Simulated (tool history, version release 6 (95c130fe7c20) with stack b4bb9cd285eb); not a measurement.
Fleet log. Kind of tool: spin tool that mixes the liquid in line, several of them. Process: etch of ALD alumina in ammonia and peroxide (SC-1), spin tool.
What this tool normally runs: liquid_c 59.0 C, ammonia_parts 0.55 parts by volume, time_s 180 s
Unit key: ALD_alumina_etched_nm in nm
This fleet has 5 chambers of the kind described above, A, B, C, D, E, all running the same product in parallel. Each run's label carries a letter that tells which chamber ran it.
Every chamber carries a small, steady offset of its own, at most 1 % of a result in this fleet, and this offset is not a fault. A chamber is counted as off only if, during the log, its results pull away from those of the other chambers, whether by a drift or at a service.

run   hour  liquid_c  ammonia_parts  time_s  hours since the thermometer was replaced  hours since the ammonia flow meter was replaced  hours since the heated supply line was repaired  hours since the drum of ammonia solution was connected  read-back film thickness of the ALD alumina reference wafer, read on the same gauge (nm)  ALD_alumina_etched_nm
 1E    6.2      59.0           0.55     180                                     343.1                                            153.3                                            702.4                                                   357.5                                                                                   100.010                 17.149
 2A   13.9      59.0           0.55     180                                     863.7                                            210.3                                           3389.6                                                   178.7                                                                                   100.010                 16.930
 3C   23.8      59.0           0.55     180                                     426.6                                           1004.9                                           1130.1                                                   284.0                                                                                    99.981                 16.880
 4D   32.4      59.0           0.55     180                                      39.2                                            927.4                                            135.2                                                   859.4                                                                                    99.967                 16.871
 5B   37.9      59.0           0.55     180                                     886.4                                            496.1                                            131.2                                                    98.6                                                                                    99.989                 16.849
      41.8  -- chamber E: heated supply line repaired
      44.0  -- chamber C: ammonia flow meter replaced
 6E   46.7      59.0           0.55     180                                     383.6                                            193.8                                              5.0                                                   398.0                                                                                    99.973                 17.135
 7C   53.1      59.0           0.55     180                                     455.9                                              9.2                                           1159.4                                                   313.3                                                                                   100.030                 17.045
      53.7  -- chamber A: heated supply line repaired
 8D   59.8      59.0           0.55     180                                      66.6                                            954.8                                            162.6                                                   886.8                                                                                    99.992                 16.928
 9B   66.2      59.0           0.55     180                                     914.7                                            524.4                                            159.5                                                   126.9                                                                                    99.986                 17.110
10A   74.8      59.0           0.55     180                                     924.6                                            271.2                                             21.2                                                   239.6                                                                                    99.989                 17.151
11C   81.3      59.0           0.55     180                                     484.1                                             37.4                                           1187.6                                                   341.5                                                                                    99.947                 16.772
12E   86.8      59.0           0.55     180                                     423.7                                            233.9                                             45.1                                                   438.1                                                                                    99.998                 16.935
13D   93.2      59.0           0.55     180                                     100.0                                            988.2                                            196.0                                                   920.2                                                                                   100.040                 16.559
14B  101.8      65.5           0.55     240                                     950.3                                            560.0                                            195.1                                                   162.5                                                                                   100.010                 31.560
15A  110.5      65.5           0.55     240                                     960.3                                            306.9                                             56.9                                                   275.3                                                                                    99.992                 31.551
16C  117.4      65.5           0.55     240                                     520.2                                             73.5                                           1223.7                                                   377.6                                                                                   100.010                 31.239
17D  127.2      65.5           0.55     240                                     134.0                                           1022.2                                            230.0                                                   954.2                                                                                    99.999                 30.889
18E  133.2      65.5           0.55     240                                     470.1                                            280.3                                             91.5                                                   484.5                                                                                    99.979                 31.145
19A  138.7      59.0           0.55     180                                     988.5                                            335.1                                             85.1                                                   303.5                                                                                   100.000                 17.141
20B  147.0      59.0           0.55     180                                     995.5                                            605.2                                            240.3                                                   207.7                                                                                    99.973                 17.127
21B  155.7      59.0           0.55     180                                    1004.2                                            613.9                                            249.0                                                   216.4                                                                                   100.050                 17.375
     160.8  -- chamber C: heated supply line repaired
22C  164.0      59.0           0.55     180                                     566.8                                            120.1                                              3.3                                                   424.2                                                                                   100.010                 16.898
23E  169.0      59.0           0.55     180                                     505.9                                            316.1                                            127.3                                                   520.3                                                                                   100.020                 16.983
24D  174.2      50.0           0.80     180                                     181.0                                           1069.2                                            277.0                                                  1001.2                                                                                   100.030                 10.522
25A  181.3      50.0           0.80     180                                    1031.1                                            377.7                                            127.7                                                   346.1                                                                                    99.995                 10.760
     184.8  -- chamber E: thermometer replaced
26D  187.3      50.0           0.80     180                                     194.1                                           1082.3                                            290.1                                                  1014.3                                                                                    99.990                 10.554
27B  195.4      50.0           0.80     180                                    1043.9                                            653.6                                            288.7                                                   256.1                                                                                    99.974                 11.396
28E  205.2      50.0           0.80     180                                      20.5                                            352.3                                            163.5                                                   556.5                                                                                   100.050                 10.848
29A  210.5      59.0           0.55     180                                    1060.3                                            406.9                                            156.9                                                   375.3                                                                                    99.989                 17.077
30C  217.8      59.0           0.30     125                                     620.6                                            173.9                                             57.1                                                   478.0                                                                                    99.994                 10.987
31A  225.8      59.0           0.30     125                                    1075.6                                            422.2                                            172.2                                                   390.6                                                                                    99.956                 10.951
32B  230.8      59.0           0.30     125                                    1079.3                                            689.0                                            324.1                                                   291.5                                                                                   100.030                 11.841
33C  238.3      59.0           0.30     125                                     641.1                                            194.4                                             77.6                                                   498.5                                                                                    99.926                 11.099
34E  244.4      59.0           0.30     125                                      59.7                                            391.5                                            202.7                                                   595.7                                                                                    99.921                 10.960
35D  254.1      59.0           0.55     180                                     260.9                                           1149.1                                            356.9                                                  1081.1                                                                                    99.987                 16.543
     261.9  -- chamber E: ammonia flow meter replaced
36B  262.2      59.0           0.55     180                                    1110.7                                            720.4                                            355.5                                                   322.9                                                                                    99.986                 18.574
37C  271.2      59.0           0.55     180                                     674.0                                            227.3                                            110.5                                                   531.4                                                                                    99.969                 16.944
38E  276.8      59.0           0.55     180                                      92.1                                             14.9                                            235.1                                                   628.1                                                                                   100.020                 16.665
39D  284.7      59.0           0.35     180                                     291.5                                           1179.7                                            387.5                                                  1111.7                                                                                   100.040                 16.057
40A  293.4      59.0           0.35     180                                    1143.2                                            489.8                                            239.8                                                   458.2                                                                                   100.040                 16.173
41B  300.2      59.0           0.35     180                                    1148.7                                            758.4                                            393.5                                                   360.9                                                                                   100.020                 18.054
42E  306.6      59.0           0.35     180                                     121.9                                             44.7                                            264.9                                                   657.9                                                                                   100.020                 16.326
43C  312.4      59.0           0.35     180                                     715.2                                            268.5                                            151.7                                                   572.6                                                                                    99.982                 16.104

Is one chamber off against the others, does the gauge drift, or is nothing wrong? If a chamber is off, say which, and what the likeliest cause is.

One chamber, B, drifts off from the rest bit by bit.
What lies behind it: liquid hotter than its thermometer reads (K) = 2.27.

Here are 4 candidates for chamber B's next run, each the usual settings with a change, their results left as question marks. Which one brings its results back in line with what the others give on the usual settings?
In-line tolerance around the mean of the other chambers on the usual settings: ALD_alumina_etched_nm 0.560 nm
44B-1  319.7      57.5           0.55     165                                                                                                                                                                                                                                                                                                                    ?
44B-2  319.7      60.5           0.55     195                                                                                                                                                                                                                                                                                                                    ?
44B-3  319.7      61.0           0.55     180                                                                                                                                                                                                                                                                                                                    ?
44B-4  319.7      58.0           0.55     170                                                                                                                                                                                                                                                                                                                    ?

On the usual settings, the other chambers give on average: ALD_alumina_etched_nm 16.899 nm
  run  ALD_alumina_etched_nm
44B-1                 15.922
44B-2                 21.976
44B-3                 20.812
44B-4                 16.840
Change 44B-4 lands the chamber within the allowed miss of the other chambers.
